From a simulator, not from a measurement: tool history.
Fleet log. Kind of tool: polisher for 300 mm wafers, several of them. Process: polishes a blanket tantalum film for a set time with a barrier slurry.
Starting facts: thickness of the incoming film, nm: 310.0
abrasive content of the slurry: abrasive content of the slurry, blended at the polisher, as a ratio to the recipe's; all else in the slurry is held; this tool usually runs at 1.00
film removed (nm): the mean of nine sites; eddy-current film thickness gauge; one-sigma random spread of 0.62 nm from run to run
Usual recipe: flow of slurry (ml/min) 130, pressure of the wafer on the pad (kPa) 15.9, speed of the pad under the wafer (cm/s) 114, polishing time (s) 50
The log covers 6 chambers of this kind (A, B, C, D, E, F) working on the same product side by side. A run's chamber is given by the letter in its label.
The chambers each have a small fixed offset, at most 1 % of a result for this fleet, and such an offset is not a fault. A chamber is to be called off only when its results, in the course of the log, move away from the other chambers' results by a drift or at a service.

run	hour	flow of slurry (ml/min)	pressure of the wafer on the pad (kPa)	speed of the pad under the wafer (cm/s)	abrasive content of the slurry	polishing time (s)	wafers polished on this pad	hours since the slurry nozzle was cleaned	hours since the head pressure was calibrated	hours since the slurry blender was calibrated	film removed (nm)
1B	6.7	130	15.9	114	1.00	50	625	18.2	670.4	303.0	93.996
# hour 11.5: chamber F: worn pad replaced by a new one
# hour 13.2: chamber B: slurry blender recalibrated
2F	14.4	130	15.9	114	1.00	50	26	345.0	910.9	158.9	92.108
3A	24.5	130	15.9	114	1.00	50	1283	528.4	28.0	236.0	91.012
# hour 29.1: chamber E: worn pad replaced by a new one
# hour 33.6: chamber B: head pressure recalibrated
4C	39.5	130	15.9	114	1.00	50	822	101.2	344.4	247.7	93.715
# hour 44.6: chamber A: worn pad replaced by a new one
5E	50.1	130	15.9	114	1.00	50	190	87.5	473.3	277.7	91.060
# hour 53.5: chamber B: worn pad replaced by a new one
# hour 61.7: chamber D: slurry blender recalibrated
6D	62.4	130	15.9	114	1.00	50	811	465.4	1027.4	0.7	93.196
7A	69.4	130	15.9	114	1.00	50	225	573.3	72.9	280.9	93.010
8C	76.9	130	15.9	114	1.00	50	1161	138.6	381.8	285.1	91.863
# hour 78.0: chamber D: worn pad replaced by a new one
# hour 85.7: chamber E: slurry blender recalibrated
9F	90.9	130	15.9	114	1.00	50	718	421.5	987.4	235.4	92.035
# hour 97.5: chamber F: worn pad replaced by a new one
10D	99.0	130	15.9	114	1.00	50	190	502.0	1064.0	37.3	93.080
# hour 100.4: chamber C: worn pad replaced by a new one
# hour 108.8: chamber D: slurry nozzle cleaned
11B	112.7	130	15.9	114	1.00	50	536	124.2	79.2	99.6	93.054
# hour 115.1: chamber F: slurry blender recalibrated
12E	122.9	130	15.9	98	1.00	50	849	160.3	546.1	37.2	79.842
# hour 124.5: chamber C: slurry blender recalibrated
# hour 128.9: chamber E: worn pad replaced by a new one
13D	135.0	130	15.9	98	1.00	50	515	26.3	1100.0	73.3	79.117
14F	146.3	130	15.9	98	1.00	50	442	476.9	1042.8	31.3	79.154
15A	154.1	130	15.9	98	1.00	50	991	658.0	157.6	365.6	79.067
16C	168.3	130	15.9	98	1.00	50	614	230.0	473.2	43.9	80.000
# hour 169.2: chamber A: worn pad replaced by a new one
# hour 173.4: chamber F: slurry nozzle cleaned
17B	175.9	130	15.9	98	1.00	50	1107	187.4	142.4	162.8	78.565
# hour 176.9: chamber B: worn pad replaced by a new one
# hour 183.6: chamber F: worn pad replaced by a new one
# hour 186.2: chamber D: worn pad replaced by a new one
# hour 188.7: chamber D: slurry blender recalibrated
18E	190.5	130	15.9	114	1.00	50	557	227.9	613.7	104.8	91.561
19E	199.4	130	15.9	114	1.00	50	637	236.8	622.6	113.7	91.645
20B	208.9	130	15.9	114	1.00	50	290	220.4	175.4	195.8	92.279
21C	217.2	130	15.9	114	1.00	50	1057	278.9	522.1	92.8	92.743
# hour 225.7: chamber E: worn pad replaced by a new one
22F	226.2	130	15.9	114	1.00	50	385	52.8	1122.7	111.2	92.529
23D	234.1	130	15.9	114	1.00	50	434	125.4	1199.1	45.5	92.114
# hour 234.6: chamber C: worn pad replaced by a new one
# hour 243.5: chamber A: slurry nozzle cleaned
24A	247.4	130	15.9	114	1.00	50	708	4.0	250.9	458.9	91.208
25F	261.2	130	15.9	114	1.00	50	702	87.8	1157.7	146.2	92.234
26B	267.9	130	15.9	114	1.00	50	823	279.4	234.4	254.8	92.057
# hour 274.9: chamber F: worn pad replaced by a new one
27D	280.7	130	15.9	114	1.00	50	855	172.0	1245.7	92.1	92.772
# hour 282.9: chamber B: slurry nozzle cleaned
# hour 289.1: chamber D: worn pad replaced by a new one
28C	291.1	130	15.9	100	0.70	50	511	352.8	596.0	166.7	72.927
# hour 295.8: chamber B: worn pad replaced by a new one
29E	300.0	130	15.9	100	0.70	50	672	337.4	723.2	214.3	71.267
30A	310.5	130	15.9	100	0.70	50	1278	67.1	314.0	522.0	69.537
# hour 310.9: chamber D: slurry blender recalibrated
# hour 316.1: chamber D: head pressure recalibrated
# hour 322.5: chamber A: worn pad replaced by a new one
31E	323.6	130	15.9	100	0.70	50	885	361.0	746.8	237.9	71.439
32D	334.8	130	15.9	100	0.70	50	413	226.1	18.8	24.0	72.657
33A	345.7	130	15.9	100	0.70	50	209	102.3	349.2	557.2	69.494
34C	357.3	130	15.9	114	1.00	50	1110	419.0	662.2	232.9	92.056
# hour 361.2: chamber F: worn pad replaced by a new one
35B	363.8	145	15.9	114	0.85	50	615	80.9	330.3	350.7	90.683
# hour 368.7: chamber F: slurry blender recalibrated
36F	373.3	145	15.9	114	0.85	50	109	199.9	1269.8	4.7	90.288
37A	384.1	145	15.9	114	0.85	50	557	140.7	387.6	595.6	85.749

Does one chamber stand apart from the rest, does the shared gauge drift, or is all well apart from small per-chamber offsets? Give the chamber and the most likely cause, where there is one.

It is chamber A that slowly wanders off from its peers.
Cause: abrasive missing from the slurry, % = 14.8.
With only this log, it may be confused with: head's pressure below its setpoint, %.

Chamber A could run next with any of the 4 candidate recipes listed below; each alters the usual settings, and their results appear as question marks. Which one brings its results back in line with what the other chambers deliver on the usual settings?
A result is in line if it is within this distance of the other chambers' mean on the usual settings: film removed (nm) 2.200
38A-1	394.8	130	16.5	118	1.00	51					?
38A-2	394.8	130	15.9	108	1.00	50					?
38A-3	394.8	130	15.9	108	1.00	48					?
38A-4	394.8	130	16.5	116	1.00	50					?

Average result of the remaining chambers running the usual settings: film removed (nm) 92.696
run	film removed (nm)
38A-1	97.014
38A-2	83.440
38A-3	80.102
38A-4	93.508
38A-4 is the one that brings the chamber's results back in line with the other chambers.
